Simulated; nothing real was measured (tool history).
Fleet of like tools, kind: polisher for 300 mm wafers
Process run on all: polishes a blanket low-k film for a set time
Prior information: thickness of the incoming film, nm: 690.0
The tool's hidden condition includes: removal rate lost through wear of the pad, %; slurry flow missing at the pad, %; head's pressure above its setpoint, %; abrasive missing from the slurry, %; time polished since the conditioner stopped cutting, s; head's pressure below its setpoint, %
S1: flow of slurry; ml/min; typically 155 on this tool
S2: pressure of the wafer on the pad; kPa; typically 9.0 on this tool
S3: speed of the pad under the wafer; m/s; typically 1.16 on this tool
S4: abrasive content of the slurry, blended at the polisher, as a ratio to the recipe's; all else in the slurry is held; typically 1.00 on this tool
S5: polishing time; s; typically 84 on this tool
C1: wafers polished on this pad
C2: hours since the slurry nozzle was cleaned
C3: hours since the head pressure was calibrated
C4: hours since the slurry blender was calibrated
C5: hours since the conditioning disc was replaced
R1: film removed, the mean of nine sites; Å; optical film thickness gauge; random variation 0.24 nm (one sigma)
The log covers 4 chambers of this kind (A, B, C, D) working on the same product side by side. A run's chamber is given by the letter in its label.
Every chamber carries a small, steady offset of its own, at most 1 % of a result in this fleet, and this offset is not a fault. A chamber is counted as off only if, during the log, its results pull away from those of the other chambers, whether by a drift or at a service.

{"hour": 1.7, "done": "chamber C: worn pad replaced by a new one"}
{"run": "1C", "hour": 2.7, "S1": 155, "S2": 9.0, "S3": 1.16, "S4": 1.0, "S5": 84, "C1": 8, "C2": 761.8, "C3": 410.3, "C4": 97.2, "C5": 52.4, "R1": 265.82}
{"run": "2B", "hour": 7.5, "S1": 155, "S2": 9.0, "S3": 1.16, "S4": 1.0, "S5": 84, "C1": 260, "C2": 447.3, "C3": 286.1, "C4": 203.9, "C5": 209.8, "R1": 263.05}
{"run": "3D", "hour": 10.2, "S1": 155, "S2": 9.0, "S3": 1.16, "S4": 1.0, "S5": 84, "C1": 595, "C2": 96.1, "C3": 679.3, "C4": 83.6, "C5": 33.8, "R1": 262.76}
{"hour": 10.4, "done": "chamber C: slurry nozzle cleaned"}
{"run": "4A", "hour": 15.6, "S1": 155, "S2": 9.0, "S3": 1.16, "S4": 1.0, "S5": 84, "C1": 254, "C2": 587.0, "C3": 1009.2, "C4": 155.0, "C5": 586.8, "R1": 259.88}
{"hour": 18.7, "done": "chamber B: conditioning disc replaced and pad reconditioned"}
{"run": "5C", "hour": 19.9, "S1": 155, "S2": 6.9, "S3": 1.16, "S4": 1.0, "S5": 106, "C1": 137, "C2": 9.5, "C3": 427.5, "C4": 114.4, "C5": 69.6, "R1": 255.74}
{"run": "6A", "hour": 24.7, "S1": 155, "S2": 6.9, "S3": 1.16, "S4": 1.0, "S5": 106, "C1": 323, "C2": 596.1, "C3": 1018.3, "C4": 164.1, "C5": 595.9, "R1": 251.71}
{"run": "7D", "hour": 29.2, "S1": 155, "S2": 6.9, "S3": 1.16, "S4": 1.0, "S5": 106, "C1": 738, "C2": 115.1, "C3": 698.3, "C4": 102.6, "C5": 52.8, "R1": 256.38}
{"hour": 33.0, "done": "chamber B: slurry nozzle cleaned"}
{"run": "8B", "hour": 34.0, "S1": 155, "S2": 6.9, "S3": 1.16, "S4": 1.0, "S5": 106, "C1": 459, "C2": 1.0, "C3": 312.6, "C4": 230.4, "C5": 15.4, "R1": 253.97}
{"hour": 36.6, "done": "chamber C: slurry blender recalibrated"}
{"run": "9B", "hour": 39.1, "S1": 155, "S2": 9.0, "S3": 1.16, "S4": 1.0, "S5": 84, "C1": 497, "C2": 6.1, "C3": 317.7, "C4": 235.5, "C5": 20.5, "R1": 263.84}
{"run": "10D", "hour": 45.0, "S1": 155, "S2": 9.0, "S3": 1.32, "S4": 1.0, "S5": 84, "C1": 857, "C2": 130.9, "C3": 714.1, "C4": 118.4, "C5": 68.6, "R1": 296.42}
{"run": "11C", "hour": 48.9, "S1": 155, "S2": 9.0, "S3": 1.32, "S4": 1.0, "S5": 84, "C1": 355, "C2": 38.5, "C3": 456.5, "C4": 12.3, "C5": 98.6, "R1": 292.59}
{"run": "12A", "hour": 53.0, "S1": 155, "S2": 9.0, "S3": 1.32, "S4": 1.0, "S5": 84, "C1": 535, "C2": 624.4, "C3": 1046.6, "C4": 192.4, "C5": 624.2, "R1": 285.96}
{"run": "13B", "hour": 58.3, "S1": 155, "S2": 9.0, "S3": 1.32, "S4": 1.0, "S5": 84, "C1": 641, "C2": 25.3, "C3": 336.9, "C4": 254.7, "C5": 39.7, "R1": 293.46}
{"hour": 60.6, "done": "chamber A: conditioning disc replaced and pad reconditioned"}
{"run": "14A", "hour": 64.1, "S1": 155, "S2": 9.0, "S3": 1.16, "S4": 1.0, "S5": 84, "C1": 619, "C2": 635.5, "C3": 1057.7, "C4": 203.5, "C5": 3.5, "R1": 260.16}
{"run": "15C", "hour": 68.0, "S1": 155, "S2": 9.0, "S3": 1.16, "S4": 1.0, "S5": 84, "C1": 498, "C2": 57.6, "C3": 475.6, "C4": 31.4, "C5": 117.7, "R1": 261.23}
{"run": "16D", "hour": 70.8, "S1": 155, "S2": 9.0, "S3": 1.16, "S4": 1.0, "S5": 84, "C1": 1051, "C2": 156.7, "C3": 739.9, "C4": 144.2, "C5": 94.4, "R1": 261.9}
{"run": "17A", "hour": 74.1, "S1": 130, "S2": 9.0, "S3": 1.16, "S4": 1.0, "S5": 99, "C1": 694, "C2": 645.5, "C3": 1067.7, "C4": 213.5, "C5": 13.5, "R1": 295.11}
{"hour": 77.4, "done": "chamber C: worn pad replaced by a new one"}
{"run": "18B", "hour": 78.5, "S1": 130, "S2": 9.0, "S3": 1.16, "S4": 1.0, "S5": 99, "C1": 793, "C2": 45.5, "C3": 357.1, "C4": 274.9, "C5": 59.9, "R1": 295.7}
{"hour": 79.1, "done": "chamber A: slurry nozzle cleaned"}
{"hour": 80.4, "done": "chamber D: head pressure recalibrated"}
{"run": "19C", "hour": 81.7, "S1": 130, "S2": 9.0, "S3": 1.16, "S4": 1.0, "S5": 99, "C1": 32, "C2": 71.3, "C3": 489.3, "C4": 45.1, "C5": 131.4, "R1": 296.06}
{"run": "20D", "hour": 86.9, "S1": 130, "S2": 9.0, "S3": 1.16, "S4": 1.0, "S5": 99, "C1": 1172, "C2": 172.8, "C3": 6.6, "C4": 160.3, "C5": 110.5, "R1": 319.94}
{"hour": 89.3, "done": "chamber A: worn pad replaced by a new one"}
{"run": "21D", "hour": 91.3, "S1": 155, "S2": 9.0, "S3": 1.16, "S4": 1.0, "S5": 84, "C1": 1205, "C2": 177.2, "C3": 11.0, "C4": 164.7, "C5": 114.9, "R1": 278.94}
{"hour": 95.8, "done": "chamber B: worn pad replaced by a new one"}
{"run": "22B", "hour": 96.4, "S1": 155, "S2": 9.0, "S3": 1.16, "S4": 1.0, "S5": 84, "C1": 4, "C2": 63.4, "C3": 375.0, "C4": 292.8, "C5": 77.8, "R1": 260.35}
{"run": "23A", "hour": 100.1, "S1": 155, "S2": 9.0, "S3": 1.16, "S4": 1.0, "S5": 84, "C1": 81, "C2": 21.1, "C3": 1093.7, "C4": 239.5, "C5": 39.5, "R1": 258.34}
{"run": "24C", "hour": 106.0, "S1": 155, "S2": 9.0, "S3": 1.16, "S4": 1.0, "S5": 84, "C1": 214, "C2": 95.6, "C3": 513.6, "C4": 69.4, "C5": 155.7, "R1": 260.93}
{"hour": 108.6, "done": "chamber D: worn pad replaced by a new one"}
{"run": "25D", "hour": 111.0, "S1": 155, "S2": 9.0, "S3": 1.16, "S4": 1.0, "S5": 84, "C1": 18, "C2": 196.9, "C3": 30.7, "C4": 184.4, "C5": 134.6, "R1": 280.28}
{"run": "26C", "hour": 116.8, "S1": 155, "S2": 9.0, "S3": 1.16, "S4": 1.0, "S5": 84, "C1": 296, "C2": 106.4, "C3": 524.4, "C4": 80.2, "C5": 166.5, "R1": 263.5}
{"run": "27B", "hour": 120.0, "S1": 155, "S2": 9.0, "S3": 1.16, "S4": 1.15, "S5": 84, "C1": 182, "C2": 87.0, "C3": 398.6, "C4": 316.4, "C5": 101.4, "R1": 273.75}
{"run": "28A", "hour": 125.1, "S1": 155, "S2": 9.0, "S3": 1.16, "S4": 1.15, "S5": 84, "C1": 269, "C2": 46.1, "C3": 1118.7, "C4": 264.5, "C5": 64.5, "R1": 281.15}
{"run": "29C", "hour": 129.5, "S1": 155, "S2": 9.0, "S3": 1.16, "S4": 1.15, "S5": 84, "C1": 391, "C2": 119.1, "C3": 537.1, "C4": 92.9, "C5": 179.2, "R1": 274.2}
{"run": "30D", "hour": 134.2, "S1": 155, "S2": 9.0, "S3": 1.16, "S4": 1.15, "S5": 84, "C1": 192, "C2": 220.1, "C3": 53.9, "C4": 207.6, "C5": 157.8, "R1": 300.37}
{"run": "31B", "hour": 139.5, "S1": 155, "S2": 9.0, "S3": 1.16, "S4": 1.0, "S5": 84, "C1": 328, "C2": 106.5, "C3": 418.1, "C4": 335.9, "C5": 120.9, "R1": 263.97}
{"hour": 140.5, "done": "chamber C: head pressure recalibrated"}
{"run": "32A", "hour": 144.4, "S1": 155, "S2": 9.0, "S3": 1.16, "S4": 1.0, "S5": 84, "C1": 414, "C2": 65.4, "C3": 1138.0, "C4": 283.8, "C5": 83.8, "R1": 259.19}
{"run": "33D", "hour": 149.8, "S1": 155, "S2": 9.0, "S3": 1.16, "S4": 1.0, "S5": 84, "C1": 309, "C2": 235.7, "C3": 69.5, "C4": 223.2, "C5": 173.4, "R1": 278.65}
{"hour": 152.5, "done": "chamber C: slurry blender recalibrated"}
{"hour": 154.4, "done": "chamber C: worn pad replaced by a new one"}
{"run": "34C", "hour": 155.0, "S1": 155, "S2": 10.3, "S3": 1.16, "S4": 1.0, "S5": 84, "C1": 4, "C2": 144.6, "C3": 14.5, "C4": 2.5, "C5": 204.7, "R1": 307.19}
{"hour": 156.3, "done": "chamber A: head pressure recalibrated"}
{"run": "35A", "hour": 161.0, "S1": 155, "S2": 10.3, "S3": 1.16, "S4": 1.0, "S5": 84, "C1": 539, "C2": 82.0, "C3": 4.8, "C4": 300.4, "C5": 100.4, "R1": 298.53}

Each of the 4 chambers runs these same settings next. Fill in every chamber's results:
{"run": "36A", "hour": 165.5, "S1": 155, "S2": 9.0, "S3": 1.16, "S4": 1.0, "S5": 84, "R1": "?"}
{"run": "36B", "hour": 165.5, "S1": 155, "S2": 9.0, "S3": 1.16, "S4": 1.0, "S5": 84, "R1": "?"}
{"run": "36C", "hour": 165.5, "S1": 155, "S2": 9.0, "S3": 1.16, "S4": 1.0, "S5": 84, "R1": "?"}
{"run": "36D", "hour": 165.5, "S1": 155, "S2": 9.0, "S3": 1.16, "S4": 1.0, "S5": 84, "R1": "?"}

run=36A R1=260.66
run=36B R1=264.55
run=36C R1=263.72
run=36D R1=280.93

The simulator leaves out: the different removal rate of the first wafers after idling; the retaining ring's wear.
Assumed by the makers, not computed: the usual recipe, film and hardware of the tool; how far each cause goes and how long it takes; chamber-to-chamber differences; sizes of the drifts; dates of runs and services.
